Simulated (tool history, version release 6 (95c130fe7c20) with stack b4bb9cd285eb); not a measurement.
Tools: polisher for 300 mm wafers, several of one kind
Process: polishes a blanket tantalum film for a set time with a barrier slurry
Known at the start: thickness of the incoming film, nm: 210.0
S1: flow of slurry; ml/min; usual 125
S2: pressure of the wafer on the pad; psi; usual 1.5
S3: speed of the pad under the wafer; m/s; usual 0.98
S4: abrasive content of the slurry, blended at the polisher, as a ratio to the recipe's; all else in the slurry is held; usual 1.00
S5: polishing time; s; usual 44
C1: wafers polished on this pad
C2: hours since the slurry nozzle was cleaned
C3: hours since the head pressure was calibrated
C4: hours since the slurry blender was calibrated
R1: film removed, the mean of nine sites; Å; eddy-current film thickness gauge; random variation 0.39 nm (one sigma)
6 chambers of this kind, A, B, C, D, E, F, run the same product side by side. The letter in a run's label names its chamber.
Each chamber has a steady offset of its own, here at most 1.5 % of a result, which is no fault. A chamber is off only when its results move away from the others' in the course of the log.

Run 1D, hour 7.1: usual settings; C1 506; C2 114.4; C3 842.2; C4 143.2. Result: R1 453.91 Å.
At hour 14.4: chamber F: worn pad replaced by a new one.
Run 2A, hour 17.9: usual settings; C1 362; C2 228.0; C3 970.8; C4 197.2. Result: R1 462.48 Å.
At hour 20.2: chamber F: head pressure recalibrated.
At hour 24.7: chamber E: slurry blender recalibrated.
Run 3E, hour 25.1: usual settings; C1 840; C2 107.4; C3 616.7; C4 0.4. Result: R1 456.54 Å.
At hour 29.8: chamber B: worn pad replaced by a new one.
Run 4C, hour 31.6: usual settings; C1 817; C2 613.8; C3 155.3; C4 96.5. Result: R1 448.22 Å.
At hour 32.0: chamber D: worn pad replaced by a new one.
At hour 35.2: chamber E: worn pad replaced by a new one.
Run 5B, hour 39.7: usual settings; C1 136; C2 91.0; C3 562.0; C4 62.3. Result: R1 449.41 Å.
Run 6F, hour 44.9: usual settings; C1 420; C2 79.0; C3 24.7; C4 205.4. Result: R1 456.71 Å.
Run 7C, hour 56.1: usual settings; C1 1153; C2 638.3; C3 179.8; C4 121.0. Result: R1 447.94 Å.
At hour 62.0: chamber A: worn pad replaced by a new one.
Run 8D, hour 64.9: usual settings; C1 452; C2 172.2; C3 900.0; C4 201.0. Result: R1 452.69 Å.
At hour 68.0: chamber C: worn pad replaced by a new one.
Run 9F, hour 77.0: usual settings; C1 861; C2 111.1; C3 56.8; C4 237.5. Result: R1 455.37 Å.
Run 10E, hour 87.9: usual settings; C1 724; C2 170.2; C3 679.5; C4 63.2. Result: R1 446.93 Å.
At hour 92.6: chamber F: slurry blender recalibrated.
Run 11B, hour 95.7: usual settings; C1 906; C2 147.0; C3 618.0; C4 118.3. Result: R1 445.13 Å.
At hour 95.8: chamber F: worn pad replaced by a new one.
Run 12A, hour 102.0: usual settings; C1 550; C2 312.1; C3 1054.9; C4 281.3. Result: R1 447.14 Å.
At hour 102.4: chamber B: worn pad replaced by a new one.
At hour 108.4: chamber E: worn pad replaced by a new one.
At hour 109.7: chamber D: worn pad replaced by a new one.
Run 13C, hour 111.4: usual settings but S5 32 s; C1 597; C2 693.6; C3 235.1; C4 176.3. Result: R1 323.93 Å.
Run 14E, hour 121.1: usual settings but S5 32 s; C1 175; C2 203.4; C3 712.7; C4 96.4. Result: R1 329.23 Å.
At hour 124.1: chamber A: worn pad replaced by a new one.
Run 15B, hour 130.8: usual settings but S5 32 s; C1 390; C2 182.1; C3 653.1; C4 153.4. Result: R1 324.97 Å.
Run 16A, hour 136.3: usual settings but S5 32 s; C1 168; C2 346.4; C3 1089.2; C4 315.6. Result: R1 333.52 Å.
At hour 139.5: chamber C: slurry nozzle cleaned.
Run 17D, hour 147.4: usual settings but S5 32 s; C1 519; C2 254.7; C3 982.5; C4 283.5. Result: R1 328.17 Å.
Run 18F, hour 154.1: usual settings but S5 32 s; C1 802; C2 188.2; C3 133.9; C4 61.5. Result: R1 334.13 Å.
At hour 154.2: chamber C: worn pad replaced by a new one.
At hour 154.9: chamber A: head pressure recalibrated.
At hour 165.3: chamber B: worn pad replaced by a new one.
At hour 165.3: chamber B: slurry blender recalibrated.
Run 19F, hour 165.3: usual settings; C1 956; C2 199.4; C3 145.1; C4 72.7. Result: R1 454.34 Å.
At hour 167.4: chamber E: worn pad replaced by a new one.
At hour 169.8: chamber D: worn pad replaced by a new one.
Run 20B, hour 170.7: usual settings; C1 75; C2 222.0; C3 693.0; C4 5.4. Result: R1 441.48 Å.
At hour 177.1: chamber C: slurry blender recalibrated.
Run 21C, hour 177.9: usual settings; C1 326; C2 38.5; C3 301.6; C4 0.8. Result: R1 447.04 Å.
At hour 178.2: chamber F: worn pad replaced by a new one.
At hour 186.5: chamber E: slurry blender recalibrated.
Run 22A, hour 187.4: usual settings; C1 870; C2 397.5; C3 32.5; C4 366.7. Result: R1 506.07 Å.
At hour 194.2: chamber A: worn pad replaced by a new one.
Run 23E, hour 197.0: usual settings; C1 407; C2 279.3; C3 788.6; C4 10.6. Result: R1 447.99 Å.
Run 24D, hour 205.6: usual settings but S3 1.10 m/s, S4 1.25; C1 493; C2 312.9; C3 1040.7; C4 341.7. Result: R1 533.45 Å.
Run 25C, hour 212.4: usual settings but S3 1.10 m/s, S4 1.25; C1 800; C2 73.0; C3 336.1; C4 35.3. Result: R1 539.99 Å.
Run 26F, hour 220.4: usual settings but S3 1.10 m/s, S4 1.25; C1 580; C2 254.5; C3 200.2; C4 127.8. Result: R1 539.20 Å.
At hour 226.1: chamber A: slurry blender recalibrated.
Run 27B, hour 227.0: usual settings but S3 1.10 m/s, S4 1.25; C1 849; C2 278.3; C3 749.3; C4 61.7. Result: R1 532.35 Å.
At hour 228.1: chamber B: worn pad replaced by a new one.
At hour 231.5: chamber D: worn pad replaced by a new one.
Run 28D, hour 235.0: usual settings but S3 1.10 m/s, S4 1.25; C1 48; C2 342.3; C3 1070.1; C4 371.1. Result: R1 543.04 Å.
At hour 235.5: chamber C: worn pad replaced by a new one.
At hour 237.7: chamber E: worn pad replaced by a new one.
Run 29E, hour 241.4: usual settings but S3 1.10 m/s, S4 1.25; C1 51; C2 323.7; C3 833.0; C4 55.0. Result: R1 537.91 Å.
At hour 248.2: chamber D: slurry nozzle cleaned.
Run 30A, hour 253.4: usual settings but S4 1.15, S5 31 s; C1 814; C2 463.5; C3 98.5; C4 27.3. Result: R1 374.66 Å.
At hour 255.3: chamber A: worn pad replaced by a new one.
At hour 258.2: chamber A: slurry nozzle cleaned.
At hour 259.8: chamber F: worn pad replaced by a new one.
Run 31D, hour 263.8: usual settings but S4 1.15, S5 31 s; C1 444; C2 15.7; C3 1098.9; C4 399.9. Result: R1 333.61 Å.
Run 32C, hour 270.8: usual settings but S4 1.15, S5 31 s; C1 486; C2 131.4; C3 394.5; C4 93.7. Result: R1 328.82 Å.
At hour 272.1: chamber C: head pressure recalibrated.
Run 33F, hour 281.4: usual settings but S4 1.15, S5 31 s; C1 297; C2 315.5; C3 261.2; C4 188.8. Result: R1 331.07 Å.
Run 34A, hour 288.2: usual settings but S4 1.15, S5 31 s; C1 452; C2 30.1; C3 133.3; C4 62.1. Result: R1 376.71 Å.
At hour 293.6: chamber B: worn pad replaced by a new one.
Run 35E, hour 297.5: usual settings but S4 1.15, S5 31 s; C1 822; C2 379.8; C3 889.1; C4 111.1. Result: R1 333.00 Å.
At hour 298.6: chamber D: worn pad replaced by a new one.
Run 36B, hour 307.9: usual settings but S3 1.28 m/s; C1 196; C2 359.2; C3 830.2; C4 142.6. Result: R1 589.02 Å.
At hour 312.9: chamber F: slurry blender recalibrated.
At hour 314.9: chamber D: slurry blender recalibrated.
Run 37C, hour 317.7: usual settings but S3 1.28 m/s; C1 1130; C2 178.3; C3 45.6; C4 140.6. Result: R1 587.84 Å.
At hour 327.8: chamber A: worn pad replaced by a new one.
Run 38A, hour 329.0: usual settings but S3 1.28 m/s; C1 17; C2 70.9; C3 174.1; C4 102.9. Result: R1 668.73 Å.
At hour 335.1: chamber F: worn pad replaced by a new one.
Run 39F, hour 340.4: usual settings but S3 1.28 m/s; C1 73; C2 374.5; C3 320.2; C4 27.5. Result: R1 593.33 Å.
Run 40D, hour 345.8: usual settings but S3 1.28 m/s; C1 648; C2 97.7; C3 1180.9; C4 30.9. Result: R1 594.50 Å.

All 6 chambers run these settings next. Forecast each chamber's results:
Run 41A, hour 354.4: usual settings. Result: R1 ?.
Run 41B, hour 354.4: usual settings. Result: R1 ?.
Run 41C, hour 354.4: usual settings. Result: R1 ?.
Run 41D, hour 354.4: usual settings. Result: R1 ?.
Run 41E, hour 354.4: usual settings. Result: R1 ?.
Run 41F, hour 354.4: usual settings. Result: R1 ?.

run      R1
41A  512.78
41B  448.43
41C  446.30
41D  453.89
41E  456.32
41F  460.77
